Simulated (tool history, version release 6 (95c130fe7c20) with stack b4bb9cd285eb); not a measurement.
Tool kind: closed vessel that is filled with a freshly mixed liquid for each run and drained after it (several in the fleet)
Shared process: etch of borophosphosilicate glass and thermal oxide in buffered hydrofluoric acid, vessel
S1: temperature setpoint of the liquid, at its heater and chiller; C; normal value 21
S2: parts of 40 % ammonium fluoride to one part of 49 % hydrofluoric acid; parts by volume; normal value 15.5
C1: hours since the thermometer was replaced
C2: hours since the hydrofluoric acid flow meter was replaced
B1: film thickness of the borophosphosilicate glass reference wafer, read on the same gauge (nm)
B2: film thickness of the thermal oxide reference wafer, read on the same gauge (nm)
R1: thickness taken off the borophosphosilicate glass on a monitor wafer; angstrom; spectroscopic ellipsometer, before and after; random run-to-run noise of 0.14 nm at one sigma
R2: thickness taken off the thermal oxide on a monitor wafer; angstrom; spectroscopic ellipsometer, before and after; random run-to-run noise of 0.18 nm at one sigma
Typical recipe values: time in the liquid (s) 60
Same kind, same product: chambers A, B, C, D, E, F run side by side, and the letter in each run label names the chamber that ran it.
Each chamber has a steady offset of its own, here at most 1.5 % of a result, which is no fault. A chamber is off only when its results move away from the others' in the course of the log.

{"run": "1C", "hour": 7.4, "S1": 21, "S2": 15.5, "time in the liquid (s)": 60, "C1": 855.6, "C2": 922.4, "B1": 129.98, "B2": 150.01, "R1": 432.94, "R2": 379.48}
{"run": "2D", "hour": 14.0, "S1": 21, "S2": 15.5, "time in the liquid (s)": 60, "C1": 104.6, "C2": 530, "B1": 130.03, "B2": 149.99, "R1": 434.44, "R2": 386.72}
{"run": "3E", "hour": 21.5, "S1": 21, "S2": 15.5, "time in the liquid (s)": 60, "C1": 447.3, "C2": 2498.3, "B1": 129.97, "B2": 150, "R1": 434.96, "R2": 379.82}
{"run": "4A", "hour": 29.8, "S1": 21, "S2": 15.5, "time in the liquid (s)": 60, "C1": 980.1, "C2": 770.1, "B1": 129.97, "B2": 149.98, "R1": 443.55, "R2": 381.88}
{"hour": 34.0, "done": "chamber E: hydrofluoric acid flow meter replaced"}
{"run": "5B", "hour": 39.3, "S1": 21, "S2": 15.5, "time in the liquid (s)": 60, "C1": 1144.9, "C2": 837, "B1": 129.99, "B2": 150, "R1": 443.19, "R2": 383.07}
{"run": "6F", "hour": 44.3, "S1": 21, "S2": 15.5, "time in the liquid (s)": 60, "C1": 511.5, "C2": 1698, "B1": 130.06, "B2": 150, "R1": 435.46, "R2": 377.55}
{"run": "7D", "hour": 49.6, "S1": 21, "S2": 15.5, "time in the liquid (s)": 60, "C1": 140.2, "C2": 565.6, "B1": 129.99, "B2": 150.02, "R1": 435.84, "R2": 385.94}
{"run": "8F", "hour": 59.3, "S1": 21, "S2": 15.5, "time in the liquid (s)": 60, "C1": 526.5, "C2": 1713, "B1": 130.03, "B2": 150.02, "R1": 438.43, "R2": 383.72}
{"run": "9A", "hour": 68.9, "S1": 21, "S2": 15.5, "time in the liquid (s)": 60, "C1": 1019.2, "C2": 809.2, "B1": 130.03, "B2": 150.01, "R1": 442.34, "R2": 383.54}
{"run": "10C", "hour": 74.4, "S1": 21, "S2": 15.5, "time in the liquid (s)": 60, "C1": 922.6, "C2": 989.4, "B1": 130.01, "B2": 150.01, "R1": 435.31, "R2": 383.8}
{"run": "11E", "hour": 84.1, "S1": 21, "S2": 15.5, "time in the liquid (s)": 60, "C1": 509.9, "C2": 50.1, "B1": 130.02, "B2": 150.05, "R1": 437.16, "R2": 378.94}
{"run": "12B", "hour": 90.2, "S1": 21, "S2": 15.5, "time in the liquid (s)": 60, "C1": 1195.8, "C2": 887.9, "B1": 129.97, "B2": 149.99, "R1": 443.85, "R2": 385.68}
{"run": "13E", "hour": 99.1, "S1": 21, "S2": 15.5, "time in the liquid (s)": 60, "C1": 524.9, "C2": 65.1, "B1": 130.03, "B2": 149.97, "R1": 434.15, "R2": 378.85}
{"run": "14C", "hour": 107.2, "S1": 21, "S2": 15.5, "time in the liquid (s)": 60, "C1": 955.4, "C2": 1022.2, "B1": 129.97, "B2": 150.01, "R1": 435.75, "R2": 384.54}
{"run": "15F", "hour": 112.3, "S1": 24, "S2": 15.5, "time in the liquid (s)": 60, "C1": 579.5, "C2": 1766, "B1": 129.98, "B2": 149.96, "R1": 512.02, "R2": 449.41}
{"run": "16B", "hour": 118.6, "S1": 24, "S2": 15.5, "time in the liquid (s)": 60, "C1": 1224.2, "C2": 916.3, "B1": 129.99, "B2": 149.98, "R1": 522.78, "R2": 455.49}
{"run": "17D", "hour": 123.8, "S1": 24, "S2": 15.5, "time in the liquid (s)": 60, "C1": 214.4, "C2": 639.8, "B1": 129.99, "B2": 150.02, "R1": 512.26, "R2": 451.06}
{"run": "18A", "hour": 131.3, "S1": 24, "S2": 15.5, "time in the liquid (s)": 60, "C1": 1081.6, "C2": 871.6, "B1": 129.96, "B2": 149.99, "R1": 522.72, "R2": 455.94}
{"run": "19F", "hour": 140.5, "S1": 24, "S2": 15.5, "time in the liquid (s)": 60, "C1": 607.7, "C2": 1794.2, "B1": 130.02, "B2": 150.01, "R1": 514.63, "R2": 450.77}
{"run": "20B", "hour": 150.0, "S1": 24, "S2": 15.5, "time in the liquid (s)": 60, "C1": 1255.6, "C2": 947.7, "B1": 129.96, "B2": 150, "R1": 522.2, "R2": 452.97}
{"run": "21D", "hour": 156.6, "S1": 21, "S2": 15.5, "time in the liquid (s)": 60, "C1": 247.2, "C2": 672.6, "B1": 129.96, "B2": 150.02, "R1": 436.72, "R2": 382.33}
{"run": "22A", "hour": 161.6, "S1": 23, "S2": 15.5, "time in the liquid (s)": 60, "C1": 1111.9, "C2": 901.9, "B1": 129.97, "B2": 149.99, "R1": 495.45, "R2": 432.07}
{"run": "23E", "hour": 167.3, "S1": 23, "S2": 15.5, "time in the liquid (s)": 60, "C1": 593.1, "C2": 133.3, "B1": 129.97, "B2": 149.97, "R1": 486.47, "R2": 420.58}
{"run": "24C", "hour": 174.8, "S1": 23, "S2": 15.5, "time in the liquid (s)": 60, "C1": 1023, "C2": 1089.8, "B1": 130.03, "B2": 150.01, "R1": 485.75, "R2": 429.78}
{"run": "25A", "hour": 182.8, "S1": 23, "S2": 15.5, "time in the liquid (s)": 60, "C1": 1133.1, "C2": 923.1, "B1": 129.99, "B2": 149.98, "R1": 491.49, "R2": 429.31}
{"run": "26C", "hour": 187.5, "S1": 23, "S2": 15.5, "time in the liquid (s)": 60, "C1": 1035.7, "C2": 1102.5, "B1": 130.04, "B2": 149.99, "R1": 486.65, "R2": 425.67}
{"run": "27E", "hour": 195.3, "S1": 23, "S2": 15.5, "time in the liquid (s)": 60, "C1": 621.1, "C2": 161.3, "B1": 130, "B2": 150, "R1": 485.53, "R2": 420.32}
{"run": "28F", "hour": 200.1, "S1": 21, "S2": 15.5, "time in the liquid (s)": 60, "C1": 667.3, "C2": 1853.8, "B1": 129.98, "B2": 149.98, "R1": 435.16, "R2": 382.51}
{"run": "29D", "hour": 204.7, "S1": 21, "S2": 15.5, "time in the liquid (s)": 75, "C1": 295.3, "C2": 720.7, "B1": 129.97, "B2": 149.99, "R1": 545.09, "R2": 474.25}
{"run": "30B", "hour": 211.8, "S1": 21, "S2": 15.5, "time in the liquid (s)": 75, "C1": 1317.4, "C2": 1009.5, "B1": 129.97, "B2": 150, "R1": 555.74, "R2": 481.12}
{"run": "31E", "hour": 222.2, "S1": 21, "S2": 15.5, "time in the liquid (s)": 75, "C1": 648, "C2": 188.2, "B1": 130.02, "B2": 149.99, "R1": 542.18, "R2": 476.16}
{"hour": 223.4, "done": "chamber A: hydrofluoric acid flow meter replaced"}
{"run": "32D", "hour": 230.6, "S1": 21, "S2": 15.5, "time in the liquid (s)": 75, "C1": 321.2, "C2": 746.6, "B1": 130.01, "B2": 150.03, "R1": 546.02, "R2": 477.73}
{"run": "33A", "hour": 240.5, "S1": 21, "S2": 15.5, "time in the liquid (s)": 75, "C1": 1190.8, "C2": 17.1, "B1": 130, "B2": 150.03, "R1": 552.45, "R2": 480.47}
{"run": "34F", "hour": 250.6, "S1": 21, "S2": 15.5, "time in the liquid (s)": 75, "C1": 717.8, "C2": 1904.3, "B1": 129.98, "B2": 150.02, "R1": 543.01, "R2": 472.26}
{"run": "35C", "hour": 257.1, "S1": 21, "S2": 15.5, "time in the liquid (s)": 60, "C1": 1105.3, "C2": 1172.1, "B1": 130.04, "B2": 149.99, "R1": 435.51, "R2": 382.87}
{"hour": 261.8, "done": "chamber C: hydrofluoric acid flow meter replaced"}
{"run": "36B", "hour": 267.0, "S1": 21, "S2": 15.5, "time in the liquid (s)": 60, "C1": 1372.6, "C2": 1064.7, "B1": 130.01, "B2": 150.02, "R1": 444.08, "R2": 384.58}
{"run": "37D", "hour": 276.9, "S1": 21, "S2": 15.5, "time in the liquid (s)": 60, "C1": 367.5, "C2": 792.9, "B1": 130.02, "B2": 149.97, "R1": 438.01, "R2": 380.94}
{"run": "38F", "hour": 286.4, "S1": 17, "S2": 13, "time in the liquid (s)": 60, "C1": 753.6, "C2": 1940.1, "B1": 129.98, "B2": 150.03, "R1": 417.59, "R2": 364.37}
{"run": "39B", "hour": 296.8, "S1": 17, "S2": 13, "time in the liquid (s)": 60, "C1": 1402.4, "C2": 1094.5, "B1": 130.04, "B2": 149.99, "R1": 421.66, "R2": 362.46}
{"run": "40A", "hour": 303.2, "S1": 17, "S2": 13, "time in the liquid (s)": 60, "C1": 1253.5, "C2": 79.8, "B1": 129.98, "B2": 150.05, "R1": 417.16, "R2": 364.22}
{"run": "41E", "hour": 311.0, "S1": 17, "S2": 13, "time in the liquid (s)": 60, "C1": 736.8, "C2": 277, "B1": 129.98, "B2": 149.99, "R1": 413.59, "R2": 359.76}
{"run": "42C", "hour": 318.2, "S1": 17, "S2": 13, "time in the liquid (s)": 60, "C1": 1166.4, "C2": 56.5, "B1": 130, "B2": 149.99, "R1": 413.98, "R2": 362.85}

Read the log: is a single chamber off, either drifting away or since a service, is the gauge that measures every chamber drifting, or is nothing wrong beyond small per-chamber offsets? Name any odd chamber and what most likely caused it.

No chamber stands off beyond its own small offset, and the gauge holds steady.
